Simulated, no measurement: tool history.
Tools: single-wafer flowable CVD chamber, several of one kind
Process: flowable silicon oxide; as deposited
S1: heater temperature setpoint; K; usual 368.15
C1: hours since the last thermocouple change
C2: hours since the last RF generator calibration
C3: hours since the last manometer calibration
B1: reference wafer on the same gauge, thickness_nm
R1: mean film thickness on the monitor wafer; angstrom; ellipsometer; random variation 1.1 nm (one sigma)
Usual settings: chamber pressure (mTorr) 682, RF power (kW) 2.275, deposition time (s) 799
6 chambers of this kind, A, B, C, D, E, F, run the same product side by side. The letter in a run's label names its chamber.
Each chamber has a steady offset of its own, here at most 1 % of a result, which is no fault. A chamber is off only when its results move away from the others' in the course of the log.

{"run": "1C", "hour": 8.4, "S1": 368.15, "chamber pressure (mTorr)": 682, "RF power (kW)": 2.275, "deposition time (s)": 799, "C1": 331.0, "C2": 860.5, "C3": 1585.4, "B1": 468.61, "R1": 4755.1}
{"run": "2A", "hour": 17.9, "S1": 368.15, "chamber pressure (mTorr)": 682, "RF power (kW)": 2.275, "deposition time (s)": 799, "C1": 693.9, "C2": 1638.7, "C3": 370.2, "B1": 468.84, "R1": 4721.7}
{"run": "3F", "hour": 26.8, "S1": 368.15, "chamber pressure (mTorr)": 682, "RF power (kW)": 2.275, "deposition time (s)": 799, "C1": 908.0, "C2": 2030.4, "C3": 154.6, "B1": 469.17, "R1": 4754.4}
{"run": "4E", "hour": 38.6, "S1": 368.15, "chamber pressure (mTorr)": 682, "RF power (kW)": 2.275, "deposition time (s)": 799, "C1": 656.0, "C2": 1410.1, "C3": 1742.3, "B1": 468.98, "R1": 4784.7}
{"run": "5B", "hour": 44.6, "S1": 378.15, "chamber pressure (mTorr)": 682, "RF power (kW)": 2.275, "deposition time (s)": 799, "C1": 449.1, "C2": 515.6, "C3": 905.2, "B1": 468.61, "R1": 3426.4}
{"hour": 45.8, "done": "chamber E: RF generator calibrated"}
{"run": "6D", "hour": 55.1, "S1": 378.15, "chamber pressure (mTorr)": 682, "RF power (kW)": 2.275, "deposition time (s)": 799, "C1": 2505.9, "C2": 700.9, "C3": 2167.1, "B1": 469.12, "R1": 3376.9}
{"run": "7B", "hour": 65.9, "S1": 378.15, "chamber pressure (mTorr)": 682, "RF power (kW)": 2.275, "deposition time (s)": 799, "C1": 470.4, "C2": 536.9, "C3": 926.5, "B1": 468.96, "R1": 3419.3}
{"run": "8F", "hour": 74.9, "S1": 378.15, "chamber pressure (mTorr)": 682, "RF power (kW)": 2.275, "deposition time (s)": 799, "C1": 956.1, "C2": 2078.5, "C3": 202.7, "B1": 469.13, "R1": 3401.3}
{"run": "9D", "hour": 83.3, "S1": 378.15, "chamber pressure (mTorr)": 682, "RF power (kW)": 2.275, "deposition time (s)": 799, "C1": 2534.1, "C2": 729.1, "C3": 2195.3, "B1": 469.15, "R1": 3385.7}
{"run": "10A", "hour": 94.0, "S1": 378.15, "chamber pressure (mTorr)": 682, "RF power (kW)": 2.275, "deposition time (s)": 799, "C1": 770.0, "C2": 1714.8, "C3": 446.3, "B1": 469.08, "R1": 3393.5}
{"run": "11C", "hour": 105.3, "S1": 363.15, "chamber pressure (mTorr)": 682, "RF power (kW)": 2.275, "deposition time (s)": 679, "C1": 427.9, "C2": 957.4, "C3": 1682.3, "B1": 469.17, "R1": 4786.0}
{"hour": 111.2, "done": "chamber B: capacitance manometer re-zeroed and calibrated"}
{"run": "12E", "hour": 112.2, "S1": 363.15, "chamber pressure (mTorr)": 682, "RF power (kW)": 2.275, "deposition time (s)": 679, "C1": 729.6, "C2": 66.4, "C3": 1815.9, "B1": 468.92, "R1": 4806.7}
{"run": "13F", "hour": 120.5, "S1": 363.15, "chamber pressure (mTorr)": 682, "RF power (kW)": 2.275, "deposition time (s)": 679, "C1": 1001.7, "C2": 2124.1, "C3": 248.3, "B1": 468.87, "R1": 4789.7}
{"run": "14B", "hour": 128.5, "S1": 363.15, "chamber pressure (mTorr)": 682, "RF power (kW)": 2.275, "deposition time (s)": 679, "C1": 533.0, "C2": 599.5, "C3": 17.3, "B1": 468.89, "R1": 4768.7}
{"run": "15A", "hour": 136.4, "S1": 363.15, "chamber pressure (mTorr)": 682, "RF power (kW)": 2.275, "deposition time (s)": 679, "C1": 812.4, "C2": 1757.2, "C3": 488.7, "B1": 469.15, "R1": 4740.0}
{"run": "16C", "hour": 142.3, "S1": 363.15, "chamber pressure (mTorr)": 682, "RF power (kW)": 2.275, "deposition time (s)": 679, "C1": 464.9, "C2": 994.4, "C3": 1719.3, "B1": 468.92, "R1": 4786.8}
{"run": "17E", "hour": 150.7, "S1": 368.15, "chamber pressure (mTorr)": 682, "RF power (kW)": 2.275, "deposition time (s)": 799, "C1": 768.1, "C2": 104.9, "C3": 1854.4, "B1": 469.1, "R1": 4766.0}
{"run": "18D", "hour": 162.3, "S1": 368.15, "chamber pressure (mTorr)": 682, "RF power (kW)": 2.275, "deposition time (s)": 799, "C1": 2613.1, "C2": 808.1, "C3": 2274.3, "B1": 469.05, "R1": 4701.3}
{"run": "19F", "hour": 170.6, "S1": 368.15, "chamber pressure (mTorr)": 629, "RF power (kW)": 2.275, "deposition time (s)": 940, "C1": 1051.8, "C2": 2174.2, "C3": 298.4, "B1": 469.04, "R1": 5024.9}
{"run": "20C", "hour": 177.2, "S1": 368.15, "chamber pressure (mTorr)": 629, "RF power (kW)": 2.275, "deposition time (s)": 940, "C1": 499.8, "C2": 1029.3, "C3": 1754.2, "B1": 469.0, "R1": 5023.4}
{"run": "21D", "hour": 182.4, "S1": 368.15, "chamber pressure (mTorr)": 629, "RF power (kW)": 2.275, "deposition time (s)": 940, "C1": 2633.2, "C2": 828.2, "C3": 2294.4, "B1": 469.26, "R1": 4954.8}
{"hour": 183.1, "done": "chamber E: capacitance manometer re-zeroed and calibrated"}
{"hour": 186.4, "done": "chamber D: capacitance manometer re-zeroed and calibrated"}
{"run": "22A", "hour": 193.4, "S1": 368.15, "chamber pressure (mTorr)": 629, "RF power (kW)": 2.275, "deposition time (s)": 940, "C1": 869.4, "C2": 1814.2, "C3": 545.7, "B1": 469.05, "R1": 4969.6}
{"run": "23E", "hour": 201.9, "S1": 368.15, "chamber pressure (mTorr)": 629, "RF power (kW)": 2.275, "deposition time (s)": 940, "C1": 819.3, "C2": 156.1, "C3": 18.8, "B1": 468.9, "R1": 5018.0}
{"run": "24B", "hour": 210.8, "S1": 368.15, "chamber pressure (mTorr)": 629, "RF power (kW)": 2.275, "deposition time (s)": 940, "C1": 615.3, "C2": 681.8, "C3": 99.6, "B1": 468.77, "R1": 4999.9}
{"hour": 215.2, "done": "chamber D: thermocouple changed; heater temperature recalibrated"}
{"run": "25C", "hour": 219.7, "S1": 368.15, "chamber pressure (mTorr)": 682, "RF power (kW)": 2.275, "deposition time (s)": 799, "C1": 542.3, "C2": 1071.8, "C3": 1796.7, "B1": 469.1, "R1": 4730.5}
{"hour": 227.8, "done": "chamber F: RF generator calibrated"}
{"run": "26B", "hour": 228.8, "S1": 368.15, "chamber pressure (mTorr)": 682, "RF power (kW)": 2.275, "deposition time (s)": 799, "C1": 633.3, "C2": 699.8, "C3": 117.6, "B1": 468.98, "R1": 4756.4}
{"run": "27A", "hour": 239.7, "S1": 368.15, "chamber pressure (mTorr)": 682, "RF power (kW)": 2.275, "deposition time (s)": 799, "C1": 915.7, "C2": 1860.5, "C3": 592.0, "B1": 469.2, "R1": 4733.7}
{"hour": 242.6, "done": "chamber C: capacitance manometer re-zeroed and calibrated"}
{"run": "28E", "hour": 245.1, "S1": 368.15, "chamber pressure (mTorr)": 682, "RF power (kW)": 2.275, "deposition time (s)": 799, "C1": 862.5, "C2": 199.3, "C3": 62.0, "B1": 469.12, "R1": 4763.7}
{"hour": 246.8, "done": "chamber F: thermocouple changed; heater temperature recalibrated"}
{"run": "29F", "hour": 256.5, "S1": 368.15, "chamber pressure (mTorr)": 682, "RF power (kW)": 2.275, "deposition time (s)": 799, "C1": 9.8, "C2": 28.8, "C3": 384.3, "B1": 468.91, "R1": 4789.2}
{"run": "30D", "hour": 265.6, "S1": 368.15, "chamber pressure (mTorr)": 682, "RF power (kW)": 2.275, "deposition time (s)": 799, "C1": 50.5, "C2": 911.4, "C3": 79.2, "B1": 469.15, "R1": 4610.1}
{"run": "31A", "hour": 271.4, "S1": 368.15, "chamber pressure (mTorr)": 682, "RF power (kW)": 2.275, "deposition time (s)": 799, "C1": 947.4, "C2": 1892.2, "C3": 623.7, "B1": 469.37, "R1": 4706.1}
{"run": "32B", "hour": 278.8, "S1": 368.15, "chamber pressure (mTorr)": 682, "RF power (kW)": 2.275, "deposition time (s)": 799, "C1": 683.3, "C2": 749.8, "C3": 167.6, "B1": 469.08, "R1": 4740.2}
{"run": "33C", "hour": 289.2, "S1": 368.15, "chamber pressure (mTorr)": 682, "RF power (kW)": 2.275, "deposition time (s)": 799, "C1": 611.8, "C2": 1141.3, "C3": 46.7, "B1": 469.08, "R1": 4743.8}
{"run": "34F", "hour": 297.7, "S1": 368.15, "chamber pressure (mTorr)": 682, "RF power (kW)": 2.275, "deposition time (s)": 799, "C1": 51.0, "C2": 70.0, "C3": 425.5, "B1": 468.89, "R1": 4759.5}
{"run": "35D", "hour": 306.7, "S1": 368.15, "chamber pressure (mTorr)": 682, "RF power (kW)": 2.275, "deposition time (s)": 799, "C1": 91.6, "C2": 952.5, "C3": 120.3, "B1": 468.93, "R1": 4628.8}
{"run": "36E", "hour": 316.4, "S1": 368.15, "chamber pressure (mTorr)": 682, "RF power (kW)": 2.275, "deposition time (s)": 799, "C1": 933.8, "C2": 270.6, "C3": 133.3, "B1": 469.03, "R1": 4770.5}
{"run": "37E", "hour": 323.3, "S1": 368.15, "chamber pressure (mTorr)": 682, "RF power (kW)": 2.275, "deposition time (s)": 799, "C1": 940.7, "C2": 277.5, "C3": 140.2, "B1": 469.04, "R1": 4778.3}
{"run": "38B", "hour": 330.4, "S1": 368.15, "chamber pressure (mTorr)": 682, "RF power (kW)": 2.275, "deposition time (s)": 799, "C1": 734.9, "C2": 801.4, "C3": 219.2, "B1": 469.0, "R1": 4751.0}

Next, every chamber runs the same settings. What will each give?
{"run": "39A", "hour": 338.8, "S1": 368.15, "chamber pressure (mTorr)": 682, "RF power (kW)": 2.275, "deposition time (s)": 799, "R1": "?"}
{"run": "39B", "hour": 338.8, "S1": 368.15, "chamber pressure (mTorr)": 682, "RF power (kW)": 2.275, "deposition time (s)": 799, "R1": "?"}
{"run": "39C", "hour": 338.8, "S1": 368.15, "chamber pressure (mTorr)": 682, "RF power (kW)": 2.275, "deposition time (s)": 799, "R1": "?"}
{"run": "39D", "hour": 338.8, "S1": 368.15, "chamber pressure (mTorr)": 682, "RF power (kW)": 2.275, "deposition time (s)": 799, "R1": "?"}
{"run": "39E", "hour": 338.8, "S1": 368.15, "chamber pressure (mTorr)": 682, "RF power (kW)": 2.275, "deposition time (s)": 799, "R1": "?"}
{"run": "39F", "hour": 338.8, "S1": 368.15, "chamber pressure (mTorr)": 682, "RF power (kW)": 2.275, "deposition time (s)": 799, "R1": "?"}

run=39A R1=4744.1
run=39B R1=4740.9
run=39C R1=4741.4
run=39D R1=4594.6
run=39E R1=4791.6
run=39F R1=4764.6
